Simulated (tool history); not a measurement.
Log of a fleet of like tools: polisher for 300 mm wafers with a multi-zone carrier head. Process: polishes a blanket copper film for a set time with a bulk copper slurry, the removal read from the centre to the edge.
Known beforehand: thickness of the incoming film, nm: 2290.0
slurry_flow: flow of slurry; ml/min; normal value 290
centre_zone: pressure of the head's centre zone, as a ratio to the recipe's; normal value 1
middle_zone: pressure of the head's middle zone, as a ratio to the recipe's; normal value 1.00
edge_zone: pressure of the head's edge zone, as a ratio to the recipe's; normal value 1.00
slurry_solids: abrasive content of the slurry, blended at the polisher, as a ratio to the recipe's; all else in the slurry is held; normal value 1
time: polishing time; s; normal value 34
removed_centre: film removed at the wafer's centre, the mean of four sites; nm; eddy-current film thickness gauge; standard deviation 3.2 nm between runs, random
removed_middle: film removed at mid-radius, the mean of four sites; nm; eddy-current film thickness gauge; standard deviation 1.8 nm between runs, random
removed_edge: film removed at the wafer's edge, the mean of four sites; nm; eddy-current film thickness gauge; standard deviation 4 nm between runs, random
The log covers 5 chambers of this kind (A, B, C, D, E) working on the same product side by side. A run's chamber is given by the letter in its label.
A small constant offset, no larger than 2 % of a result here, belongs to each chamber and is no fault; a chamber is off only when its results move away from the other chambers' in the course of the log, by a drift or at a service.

run	hour	slurry_flow	centre_zone	middle_zone	edge_zone	slurry_solids	time	removed_centre	removed_middle	removed_edge
1A	4.7	290	1	1.00	1.00	1	34	265.74	260.03	261.71
# hour 10.2: chamber A: worn pad replaced by a new one
2D	11.7	290	1	1.00	1.00	1	34	269.86	260.62	266.07
3E	15.1	290	1	1.00	1.00	1	34	260.72	262.80	260.37
4B	20.1	290	1	1.00	1.00	1	34	260.90	266.61	261.20
# hour 22.2: chamber A: slurry nozzle cleaned
5C	25.0	225	1	1.00	1.00	1	34	252.32	252.50	257.44
6A	29.6	225	1	1.00	1.00	1	34	258.03	251.70	257.98
# hour 29.9: chamber C: edge zone pressure recalibrated
7C	34.0	225	1	1.00	1.00	1	34	254.68	255.11	254.06
# hour 34.5: chamber D: worn pad replaced by a new one
8B	41.2	225	1	1.00	1.00	1	34	248.19	259.08	256.60
9D	45.6	225	1	1.00	1.00	1	34	257.45	253.09	261.20
10E	51.8	290	1	1.00	1.00	1	34	260.75	268.33	264.46
# hour 53.6: chamber B: worn pad replaced by a new one
11E	58.8	290	1	1.00	1.00	1	34	264.61	261.92	261.72
# hour 63.7: chamber A: worn pad replaced by a new one
# hour 64.7: chamber E: worn pad replaced by a new one
12C	64.9	290	1	1.00	1.00	1	34	263.20	261.38	276.34
# hour 67.2: chamber C: centre zone pressure recalibrated
13D	70.8	290	1	1.00	1.00	1	34	269.19	261.24	265.29
14B	74.2	290	1	1.00	1.11	1	34	263.21	265.59	280.74
15A	79.6	290	1	1.00	1.11	1	34	256.64	261.63	280.98
16E	84.4	290	1	1.00	1.11	1	34	266.70	265.18	279.98
17C	88.5	290	1	1.00	1.11	1	34	266.92	258.66	281.06
# hour 94.6: chamber D: worn pad replaced by a new one
18D	94.7	290	1	1.00	1.11	1	34	269.17	261.51	283.40
19A	99.3	290	1	1.00	1.00	1	34	269.31	260.09	260.57
20B	106.7	290	1	1.00	1.00	1	34	260.29	267.12	260.51
21C	113.2	290	1	1.00	1.00	1	34	258.83	255.25	251.77
# hour 117.8: chamber A: worn pad replaced by a new one
22B	119.9	290	1	1.00	1.00	1	34	258.49	264.83	263.99
23A	124.5	290	1	1.00	1.00	1	34	270.30	264.85	263.70
24E	129.3	290	1	1.00	1.00	1	34	268.09	264.73	264.86
25D	136.4	290	1	1.00	1.00	1	34	261.13	260.19	267.39
26D	140.9	290	1	1.00	1.00	1	34	266.63	260.91	265.65
# hour 144.8: chamber E: worn pad replaced by a new one
27A	146.1	345	1	1.08	1.00	1	34	270.53	289.17	266.23
28B	151.6	345	1	1.08	1.00	1	34	266.14	289.25	275.04
# hour 154.5: chamber B: worn pad replaced by a new one
29E	156.2	345	1	1.08	1.00	1	34	264.33	287.85	272.00
# hour 162.4: chamber D: worn pad replaced by a new one
# hour 162.5: chamber A: worn pad replaced by a new one
30C	163.5	345	1	1.08	1.00	1	34	255.15	268.65	254.74
31E	170.7	345	1	1.08	1.00	1	34	270.67	286.62	261.41
32D	176.7	290	1	1.00	1.00	1	34	260.95	261.45	263.61
33A	184.2	290	1	1.00	1.00	1	34	266.55	262.43	261.21
# hour 185.2: chamber A: centre zone pressure recalibrated
34B	190.2	290	1	1.00	1.00	1	34	260.57	265.38	265.56
35C	197.0	290	1	1.00	1.00	1	34	240.70	241.16	237.05
36A	203.6	290	1	1.00	1.00	1	34	257.34	259.99	261.61
# hour 210.0: chamber B: slurry nozzle cleaned
37B	210.0	290	1	1.00	1.00	1	34	256.13	267.30	271.94
38C	215.5	290	1	1.00	1.00	1	34	235.00	237.62	239.37
39D	218.9	290	1	1.00	1.00	1	34	265.30	256.89	270.88
# hour 219.1: chamber E: worn pad replaced by a new one
40E	224.4	290	1	1.00	1.00	1	34	261.86	265.57	264.25
41C	230.4	290	1	1.00	1.00	1	34	244.21	234.48	241.63
42E	237.8	290	1	1.00	1.00	1	34	260.45	260.81	259.89
43B	241.1	290	1	1.00	1.00	1	34	264.99	270.58	262.78

Read the log: is a single chamber off, either drifting away or since a service, is the gauge that measures every chamber drifting, or is nothing wrong beyond small per-chamber offsets? Name any odd chamber and what most likely caused it.

Chamber C drifts away from the others.
Likeliest cause: removal rate lost through wear of the pad, % = 11.

Below are 4 candidate recipes for chamber C's next run, each the usual settings with a change, their results shown as question marks. Which of them brings C's results back in line with what the other chambers give on the usual settings?
In-line tolerance around the mean of the other chambers on the usual settings: removed_centre 11.00 nm; removed_middle 6.40 nm; removed_edge 14.00 nm
44C-1	246.5	295	1.01	1.01	1.00	1.00	38	?	?	?
44C-2	246.5	300	1.02	1.01	1.00	1.05	43	?	?	?
44C-3	246.5	285	0.98	0.99	1.00	0.95	27	?	?	?
44C-4	246.5	285	0.99	1.00	1.00	1.00	30	?	?	?

The mean the other chambers reach with the usual settings: removed_centre 264.63 nm; removed_middle 263.40 nm; removed_edge 263.95 nm
run	removed_centre	removed_middle	removed_edge
44C-1	264.62	263.75	261.64
44C-2	306.38	302.05	299.54
44C-3	179.27	181.46	183.47
44C-4	203.61	205.67	206.05
44C-1 puts the chamber back in line with the other chambers.
